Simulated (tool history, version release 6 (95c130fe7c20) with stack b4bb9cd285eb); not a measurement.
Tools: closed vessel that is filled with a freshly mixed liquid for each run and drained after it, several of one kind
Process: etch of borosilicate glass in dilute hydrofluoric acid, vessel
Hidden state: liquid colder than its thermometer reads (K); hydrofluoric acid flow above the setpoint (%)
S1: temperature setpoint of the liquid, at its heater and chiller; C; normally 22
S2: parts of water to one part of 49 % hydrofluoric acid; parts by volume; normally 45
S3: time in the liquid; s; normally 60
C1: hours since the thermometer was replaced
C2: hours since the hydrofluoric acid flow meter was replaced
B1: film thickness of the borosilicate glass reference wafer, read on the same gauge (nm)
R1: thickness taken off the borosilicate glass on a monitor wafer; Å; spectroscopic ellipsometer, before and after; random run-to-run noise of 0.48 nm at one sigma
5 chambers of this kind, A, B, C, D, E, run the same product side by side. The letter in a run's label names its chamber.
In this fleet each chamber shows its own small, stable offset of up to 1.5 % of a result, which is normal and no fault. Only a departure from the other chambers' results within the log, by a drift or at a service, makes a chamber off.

run,hour,S1,S2,S3,C1,C2,B1,R1
# hour 7.7: chamber C: hydrofluoric acid flow meter replaced
1C,9.5,22,45,60,675.4,1.8,69.995,524.77
2E,16.2,22,45,60,1259.3,186.2,69.994,529.44
3D,27.9,22,45,60,1374.2,2029.7,69.995,523.93
4B,37.1,22,45,60,565.2,53.4,69.986,523.07
5A,46.1,22,45,60,80.9,212.5,69.984,516.37
6C,52.8,22,45,60,718.7,45.1,70.018,532.93
7B,61.1,22,45,60,589.2,77.4,70,529.63
# hour 64.9: chamber D: thermometer replaced
8E,74.1,22,45,60,1317.2,244.1,69.987,518.93
9A,85.4,22,45,30,120.2,251.8,70.001,262.58
10D,93.4,22,45,30,28.6,2095.2,69.992,262.1
11A,101.4,22,45,30,136.2,267.8,69.981,261.92
12E,112.8,22,45,30,1355.9,282.8,70.024,259.81
13B,123.8,22,45,30,651.9,140.1,70.003,262.81
14D,131.9,22,45,60,67.1,2133.7,70.007,517.74
15C,144.1,24,45,50,810,136.4,70.004,476.24
16E,152.5,24,45,50,1395.6,322.5,69.987,467.8
17D,160.5,24,45,50,95.7,2162.3,69.997,465.32
18B,170.4,24,45,50,698.5,186.7,69.987,482.89
19C,182.4,24,45,50,848.3,174.7,69.989,478.52
20A,194.6,22,45,60,229.4,361,69.992,525.92
21A,207.4,22,45,60,242.2,373.8,70.015,522.38
22E,220,22,45,60,1463.1,390,70.014,513.85
23C,228.1,22,45,60,894,220.4,69.99,528.37
24B,241,22,45,60,769.1,257.3,69.999,525.92
25D,253.9,22,45,60,189.1,2255.7,70.024,517.8
26B,266.6,22,45,60,794.7,282.9,69.985,529.96
27C,276.2,22,45,60,942.1,268.5,70,525.88
28E,285.6,22,45,60,1528.7,455.6,70.001,521.47
29A,293.2,18.5,45,40,328,459.6,70.009,301.02
30D,299.7,18.5,45,40,234.9,2301.5,69.992,301.03
# hour 302.3: chamber D: hydrofluoric acid flow meter replaced
31E,312.4,18.5,45,40,1555.5,482.4,70.007,298.49
32D,318.5,18.5,45,40,253.7,16.2,70,300.3
33A,328.3,18.5,45,40,363.1,494.7,69.999,297.9
34C,341.4,22,45,60,1007.3,333.7,70.005,531.14
35B,352.9,22,45,60,881,369.2,70.014,527.69
36A,364.3,22,45,60,399.1,530.7,70.003,518.61
37B,373.1,22,45,60,901.2,389.4,69.992,524.48
38C,385.2,22,45,60,1051.1,377.5,69.998,525.48
39E,391.9,22,45,60,1635,561.9,69.999,519.92
40D,403.5,22,45,60,338.7,101.2,70.008,519.04
41B,409.4,22,45,60,937.5,425.7,69.99,528.15

Each of the 5 chambers runs these same settings next. Fill in every chamber's results:
42A,418.8,22,45,60,,,,?
42B,418.8,22,45,60,,,,?
42C,418.8,22,45,60,,,,?
42D,418.8,22,45,60,,,,?
42E,418.8,22,45,60,,,,?

run,R1
42A,523.53
42B,523.82
42C,527.17
42D,518.21
42E,520.61
